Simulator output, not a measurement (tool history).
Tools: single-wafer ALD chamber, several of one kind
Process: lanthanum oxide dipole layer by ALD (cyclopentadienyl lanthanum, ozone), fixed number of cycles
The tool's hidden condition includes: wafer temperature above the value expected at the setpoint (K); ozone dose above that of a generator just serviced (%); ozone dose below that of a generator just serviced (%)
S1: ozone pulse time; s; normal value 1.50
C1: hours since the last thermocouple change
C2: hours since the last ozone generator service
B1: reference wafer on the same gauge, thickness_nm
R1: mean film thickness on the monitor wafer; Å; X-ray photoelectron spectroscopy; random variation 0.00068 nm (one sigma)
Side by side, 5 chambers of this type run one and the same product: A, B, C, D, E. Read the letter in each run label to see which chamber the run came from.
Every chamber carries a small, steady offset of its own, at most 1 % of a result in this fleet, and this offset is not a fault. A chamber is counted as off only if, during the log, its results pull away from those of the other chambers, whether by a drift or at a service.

| run | hour | S1 | C1 | C2 | B1 | R1 |
|---|---|---|---|---|---|---|
| 1A | 8.7 | 1.50 | 1029.0 | 1363.3 | 0.62391 | 5.4457 |
| 2B | 20.1 | 1.50 | 1761.6 | 183.7 | 0.62413 | 5.5065 |
| 3D | 33.3 | 1.50 | 1071.0 | 2043.9 | 0.62369 | 5.4210 |
|  | 41.2 | chamber E: ozone generator serviced |
| 4C | 45.6 | 1.50 | 280.5 | 84.4 | 0.62370 | 5.5363 |
| 5E | 57.9 | 1.50 | 1596.7 | 16.8 | 0.62340 | 5.4739 |
|  | 61.0 | chamber E: thermocouple changed; heater temperature recalibrated |
| 6D | 65.8 | 1.50 | 1103.5 | 2076.4 | 0.62340 | 5.4257 |
| 7E | 77.5 | 1.50 | 16.6 | 36.4 | 0.62371 | 5.4736 |
| 8B | 90.2 | 1.50 | 1831.7 | 253.8 | 0.62351 | 5.5031 |
| 9C | 101.1 | 1.50 | 336.0 | 139.9 | 0.62320 | 5.5381 |
| 10A | 111.2 | 1.50 | 1131.5 | 1465.8 | 0.62326 | 5.4408 |
| 11D | 117.3 | 1.50 | 1155.0 | 2127.9 | 0.62320 | 5.4194 |
|  | 125.3 | chamber D: ozone generator serviced |
| 12B | 130.0 | 1.50 | 1871.5 | 293.6 | 0.62283 | 5.4950 |
| 13E | 139.1 | 1.23 | 78.2 | 98.0 | 0.62293 | 5.2506 |
| 14C | 146.9 | 1.23 | 381.8 | 185.7 | 0.62292 | 5.3288 |
| 15A | 154.2 | 1.23 | 1174.5 | 1508.8 | 0.62288 | 5.2433 |
| 16D | 166.9 | 1.23 | 1204.6 | 41.6 | 0.62257 | 5.2155 |
| 17E | 179.4 | 1.23 | 118.5 | 138.3 | 0.62261 | 5.2462 |
| 18C | 186.4 | 1.50 | 421.3 | 225.2 | 0.62258 | 5.5389 |
| 19A | 194.1 | 1.50 | 1214.4 | 1548.7 | 0.62248 | 5.4484 |
| 20B | 205.3 | 1.50 | 1946.8 | 368.9 | 0.62264 | 5.4921 |
| 21C | 216.3 | 1.10 | 451.2 | 255.1 | 0.62243 | 5.1723 |
| 22B | 227.5 | 1.10 | 1969.0 | 391.1 | 0.62217 | 5.1187 |
| 23D | 240.3 | 1.10 | 1278.0 | 115.0 | 0.62210 | 5.0991 |
| 24E | 249.0 | 1.10 | 188.1 | 207.9 | 0.62223 | 5.0999 |
| 25A | 257.0 | 1.10 | 1277.3 | 1611.6 | 0.62196 | 5.0975 |
| 26A | 266.0 | 1.50 | 1286.3 | 1620.6 | 0.62197 | 5.4338 |
| 27B | 273.9 | 1.50 | 2015.4 | 437.5 | 0.62188 | 5.4904 |
| 28E | 286.2 | 1.50 | 225.3 | 245.1 | 0.62172 | 5.4593 |
| 29C | 292.4 | 1.50 | 527.3 | 331.2 | 0.62185 | 5.5312 |
| 30D | 300.8 | 1.50 | 1338.5 | 175.5 | 0.62164 | 5.4163 |
| 31D | 307.2 | 1.50 | 1344.9 | 181.9 | 0.62144 | 5.4160 |
|  | 312.9 | chamber B: thermocouple changed; heater temperature recalibrated |
| 32B | 316.6 | 1.50 | 3.8 | 480.2 | 0.62154 | 5.4761 |
| 33C | 325.4 | 1.50 | 560.3 | 364.2 | 0.62164 | 5.5261 |
| 34E | 337.5 | 1.99 | 276.6 | 296.4 | 0.62138 | 5.6221 |
| 35A | 350.6 | 1.99 | 1370.9 | 1705.2 | 0.62133 | 5.6072 |
| 36C | 356.8 | 1.99 | 591.7 | 395.6 | 0.62115 | 5.7136 |
| 37D | 367.6 | 1.99 | 1405.3 | 242.3 | 0.62119 | 5.5933 |
| 38E | 374.3 | 1.99 | 313.4 | 333.2 | 0.62108 | 5.6230 |
| 39A | 382.5 | 1.50 | 1402.8 | 1737.1 | 0.62098 | 5.4270 |
| 40B | 393.7 | 1.50 | 80.9 | 557.3 | 0.62103 | 5.4632 |
| 41B | 404.7 | 1.50 | 91.9 | 568.3 | 0.62079 | 5.4727 |

Next, every chamber runs the same settings. What will each give?
| 42A | 414.4 | 1.50 |  |  |  | ? |
| 42B | 414.4 | 1.50 |  |  |  | ? |
| 42C | 414.4 | 1.50 |  |  |  | ? |
| 42D | 414.4 | 1.50 |  |  |  | ? |
| 42E | 414.4 | 1.50 |  |  |  | ? |

| run | R1 |
|---|---|
| 42A | 5.4186 |
| 42B | 5.4700 |
| 42C | 5.5093 |
| 42D | 5.4159 |
| 42E | 5.4559 |

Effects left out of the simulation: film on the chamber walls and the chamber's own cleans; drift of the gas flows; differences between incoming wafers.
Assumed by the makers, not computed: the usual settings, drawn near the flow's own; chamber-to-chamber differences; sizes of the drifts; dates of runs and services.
